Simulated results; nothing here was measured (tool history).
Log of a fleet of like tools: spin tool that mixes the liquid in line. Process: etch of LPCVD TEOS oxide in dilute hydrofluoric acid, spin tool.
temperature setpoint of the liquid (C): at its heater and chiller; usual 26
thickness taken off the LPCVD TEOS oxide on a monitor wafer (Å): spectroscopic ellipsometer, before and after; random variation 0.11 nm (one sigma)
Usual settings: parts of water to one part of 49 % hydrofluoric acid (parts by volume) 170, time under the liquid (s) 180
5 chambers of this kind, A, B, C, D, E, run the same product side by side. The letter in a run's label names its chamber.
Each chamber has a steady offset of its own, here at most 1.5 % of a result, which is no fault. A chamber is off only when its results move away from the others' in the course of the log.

run	hour	temperature setpoint of the liquid (C)	parts of water to one part of 49 % hydrofluoric acid (parts by volume)	time under the liquid (s)	hours since the thermometer was replaced	hours since the hydrofluoric acid flow meter was replaced	read-back film thickness of the LPCVD TEOS oxide reference wafer, read on the same gauge (nm)	thickness taken off the LPCVD TEOS oxide on a monitor wafer (Å)
1D	9	26	170	180	1041.9	859.2	150	344.8
2C	13.5	26	170	180	1663.1	470.3	149.99	343.15
3B	18.8	26	170	180	303	380.5	150.01	339.23
4A	24.6	26	170	180	276	405.3	150.01	345.15
5E	31.1	26	170	180	1069.4	115.3	150.01	347.79
6B	37.2	26	170	180	321.4	398.9	149.99	340.03
7D	41.3	23.5	170	280	1074.2	891.5	149.99	489.05
8C	46.1	23.5	170	280	1695.7	502.9	149.99	484.27
9E	52.7	23.5	170	280	1091	136.9	149.99	492.15
10A	59.8	23.5	170	280	311.2	440.5	149.98	489.22
11C	65.7	23.5	170	280	1715.3	522.5	149.98	485.81
12A	73.8	26	170	180	325.2	454.5	150	344.71
13B	78.1	26	170	180	362.3	439.8	149.99	340.92
14D	85.9	26	170	180	1118.8	936.1	149.98	344.12
15E	92.7	26	170	180	1131	176.9	149.99	347.83
16B	99.1	26	170	180	383.3	460.8	149.99	341.63
17D	108.2	24	170	180	1141.1	958.4	150	319.53
18A	114.6	24	170	180	366	495.3	150.01	320.47
19E	122.1	24	170	180	1160.4	206.3	150.01	322.67
20C	129.8	24	170	180	1779.4	586.6	149.99	317.44
21B	136.4	24	170	180	420.6	498.1	150.01	315.83
22E	145.4	26	170	180	1183.7	229.6	149.99	347.62
23D	152.7	26	170	180	1185.6	1002.9	150.01	344.66
24A	159.7	26	170	180	411.1	540.4	149.99	346.84
25C	163.9	26	170	180	1813.5	620.7	149.99	343.39
26B	172	26	170	180	456.2	533.7	150.01	340.71
27C	178.7	26	170	180	1828.3	635.5	149.99	342.74
28E	183	26	170	180	1221.3	267.2	150	347.34
29A	188.5	26	170	180	439.9	569.2	150	346.07
30D	193.6	26	170	180	1226.5	1043.8	150	344.59
31B	198.8	29.5	135	180	483	560.5	149.98	506.7
32D	203.5	29.5	135	180	1236.4	1053.7	149.99	514.98
33A	212.2	29.5	135	180	463.6	592.9	150.02	520.04

What goes on in this fleet: one chamber off, a drifting gauge, or nothing beyond the chambers' own small offsets? Name the chamber and the cause, if any.

Chamber A drifts away from the others.
Cause: hydrofluoric acid flow above the setpoint (%) = 1.46.
The log may not tell that from: liquid hotter than its thermometer reads (K).

Here are 4 candidates for chamber A's next run, each the usual settings with a change, their results left as question marks. Which one brings its results back in line with what the others give on the usual settings?
In line means no further than this from the other chambers' mean on the usual settings: thickness taken off the LPCVD TEOS oxide on a monitor wafer (Å) 3.7
34A-1	218.8	26.5	170	180				?
34A-2	218.8	26	165	180				?
34A-3	218.8	26	175	180				?
34A-4	218.8	25.5	170	180				?

The other chambers' mean on the usual settings: thickness taken off the LPCVD TEOS oxide on a monitor wafer (Å) 343.62
run	thickness taken off the LPCVD TEOS oxide on a monitor wafer (Å)
34A-1	356.51
34A-2	362.37
34A-3	338.06
34A-4	343.31
34A-4 brings the chamber back in line.
